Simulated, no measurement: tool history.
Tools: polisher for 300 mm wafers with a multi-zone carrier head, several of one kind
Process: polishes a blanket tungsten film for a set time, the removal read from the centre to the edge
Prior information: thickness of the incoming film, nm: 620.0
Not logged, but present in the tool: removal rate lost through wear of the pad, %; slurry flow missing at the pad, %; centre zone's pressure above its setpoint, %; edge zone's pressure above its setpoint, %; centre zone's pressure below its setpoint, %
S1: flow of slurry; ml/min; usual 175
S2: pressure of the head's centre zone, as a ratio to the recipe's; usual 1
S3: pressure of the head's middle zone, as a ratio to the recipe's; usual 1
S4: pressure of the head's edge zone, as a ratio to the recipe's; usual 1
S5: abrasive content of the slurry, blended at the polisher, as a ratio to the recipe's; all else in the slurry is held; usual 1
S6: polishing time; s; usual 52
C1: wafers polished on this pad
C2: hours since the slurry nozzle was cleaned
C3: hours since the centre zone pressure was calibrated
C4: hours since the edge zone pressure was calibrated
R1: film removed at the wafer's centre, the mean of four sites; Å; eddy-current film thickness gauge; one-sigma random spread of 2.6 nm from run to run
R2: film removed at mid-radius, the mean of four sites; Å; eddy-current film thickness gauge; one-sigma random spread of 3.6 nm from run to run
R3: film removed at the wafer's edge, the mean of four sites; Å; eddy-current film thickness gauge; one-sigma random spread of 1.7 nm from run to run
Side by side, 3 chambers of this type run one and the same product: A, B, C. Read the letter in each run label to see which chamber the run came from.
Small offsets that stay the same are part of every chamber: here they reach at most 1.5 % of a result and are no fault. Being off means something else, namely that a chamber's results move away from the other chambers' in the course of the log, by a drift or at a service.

run,hour,S1,S2,S3,S4,S5,S6,C1,C2,C3,C4,R1,R2,R3
1C,3.5,175,1,1,1,1,52,547,154,189.2,295.9,2531,2559.7,2538.3
2B,7.5,175,1,1,1,1,52,428,858.6,218.6,216,2546.9,2546.2,2542.7
3A,12.6,175,1,1,1,1,52,642,508.6,1110.4,935.4,2550.3,2460.2,2534.6
# hour 13.1: chamber B: slurry nozzle cleaned
# hour 15.4: chamber C: worn pad replaced by a new one
4A,18.1,175,1,1,1,1,52,736,514.1,1115.9,940.9,2552.4,2475.4,2514.3
5C,21.7,175,1,1,1,1,52,108,172.2,207.4,314.1,2570.3,2544.9,2502.4
6B,24.3,175,1,1,1,1,37,716,11.2,235.4,232.8,1806.2,1809.5,1798.5
7B,28.3,175,1,1,1,1,37,785,15.2,239.4,236.8,1798.7,1839.3,1805.6
8A,33.6,175,1,1,1,1,37,1002,529.6,1131.4,956.4,1788.1,1759.9,1797.9
# hour 36.7: chamber A: worn pad replaced by a new one
9C,37.4,175,1,1,1,1,52,377,187.9,223.1,329.8,2564.4,2563.2,2527.4
10C,41.8,175,1,1,1,1,52,453,192.3,227.5,334.2,2539.8,2461.3,2526.8
11B,47.2,175,1,1,1,1,52,1109,34.1,258.3,255.7,2517.4,2549.2,2561.1
12A,49.9,175,1,1,1,1,52,227,545.9,1147.7,972.7,2526.6,2546,2523.8
# hour 51.8: chamber B: worn pad replaced by a new one
# hour 53.4: chamber C: worn pad replaced by a new one
13C,54.7,150,1,1,1,1,52,23,205.2,240.4,347.1,2435.3,2435.2,2474.3
# hour 57.8: chamber A: centre zone pressure recalibrated
14A,58,150,1,1,1,1,52,366,554,0.3,980.8,2479.6,2399.7,2470.7
15B,63.3,150,1,1,1,1,52,197,50.2,274.4,271.8,2462.9,2505.4,2469.8
16C,68.4,175,1,1,1,1,52,258,218.9,254.1,360.8,2534.8,2513.2,2531.6
17A,71.9,175,0.89,1,0.89,1,52,604,567.9,14.2,994.7,2225.1,2525.3,2382.1
18B,75,175,0.89,1,0.89,1,52,398,61.9,286.1,283.5,2272.8,2511.6,2402.8
19A,79.5,175,0.89,1,0.89,1,52,735,575.5,21.8,1002.3,2240.2,2490.3,2359.8
20B,85.1,175,1,1,1,1,52,571,72,296.2,293.6,2536.6,2467.6,2509.8
21C,89.2,175,1,1,1,1,52,614,239.7,274.9,381.6,2514.6,2514.6,2500
# hour 90: chamber C: worn pad replaced by a new one
22A,93.7,175,1,1,1,1,52,978,589.7,36,1016.5,2523.9,2525.3,2514
# hour 95.4: chamber A: worn pad replaced by a new one
23B,99.2,175,1,1,1,1,52,813,86.1,310.3,307.7,2474.4,2581,2572.4
24C,104.6,175,1,1,1,1,52,251,255.1,290.3,397,2569,2578.9,2536.7
25B,108.3,175,1,1,1,1,52,969,95.2,319.4,316.8,2550.8,2594.2,2540.7
26A,111.5,175,1,1,1,1,52,276,607.5,53.8,1034.3,2509.9,2496.5,2547.7
27C,117,225,1,1,0.94,1,52,463,267.5,302.7,409.4,2653.7,2653.3,2490.9
28C,119.6,225,1,1,0.94,1,52,508,270.1,305.3,412,2699.4,2676.9,2523.3
29B,124.5,225,1,1,0.94,1,52,1247,111.4,335.6,333,2602.1,2600.3,2521.6
30A,127.1,175,1,1,1,1,52,544,623.1,69.4,1049.9,2512.1,2461.6,2529.3
# hour 127.3: chamber C: worn pad replaced by a new one
# hour 130.9: chamber B: worn pad replaced by a new one
31A,131.1,175,1,1,1,1,52,612,627.1,73.4,1053.9,2485.1,2525.6,2537.3
32C,136.4,175,1,1,1,1,52,156,286.9,322.1,428.8,2545,2465.7,2542.2
33B,140.1,175,1,1,1,1,52,159,127,351.2,348.6,2538.6,2544.2,2518.8
34C,142.9,175,1,1,1,1,44,268,293.4,328.6,435.3,2130,2119.8,2142.8
35A,147.1,175,1,1,1,1,44,887,643.1,89.4,1069.9,2104.6,2162.1,2123.7
36B,150.4,175,1,1,1,1,44,336,137.3,361.5,358.9,2143.9,2148.4,2132.6
37B,155.8,175,1,1,1,1,52,428,142.7,366.9,364.3,2535.7,2467.3,2542.5
# hour 156.5: chamber A: worn pad replaced by a new one
38C,161.1,175,1,1,1,1,52,580,311.6,346.8,453.5,2537.1,2582.8,2548.6
39A,163.6,175,1,1,1,1,52,122,659.6,105.9,1086.4,2495.6,2541.9,2533.8
# hour 164.2: chamber C: worn pad replaced by a new one
40B,168.8,175,1,1,1,1,52,651,155.7,379.9,377.3,2559.3,2552.5,2526.8
41A,172.6,175,1,1,1,1,52,277,668.6,114.9,1095.4,2535,2541.3,2538.8
42C,177.2,175,1,1,1,1,52,224,327.7,362.9,469.6,2490.9,2467.3,2548.9
43C,180.5,175,1,1,0.94,1,52,280,331,366.2,472.9,2568,2522.7,2432.4
44B,185.1,175,1,1,0.94,1,52,931,172,396.2,393.6,2501.9,2588.4,2452.4

All chambers now run identical settings, listed one chamber a line with results as question marks. What results will each chamber show?
45A,189.1,175,1,1,1,1,52,,,,,?,?,?
45B,189.1,175,1,1,1,1,52,,,,,?,?,?
45C,189.1,175,1,1,1,1,52,,,,,?,?,?

run,R1,R2,R3
45A,2498.6,2526.9,2546.4
45B,2525.3,2515,2527.7
45C,2562.4,2510.8,2535.4
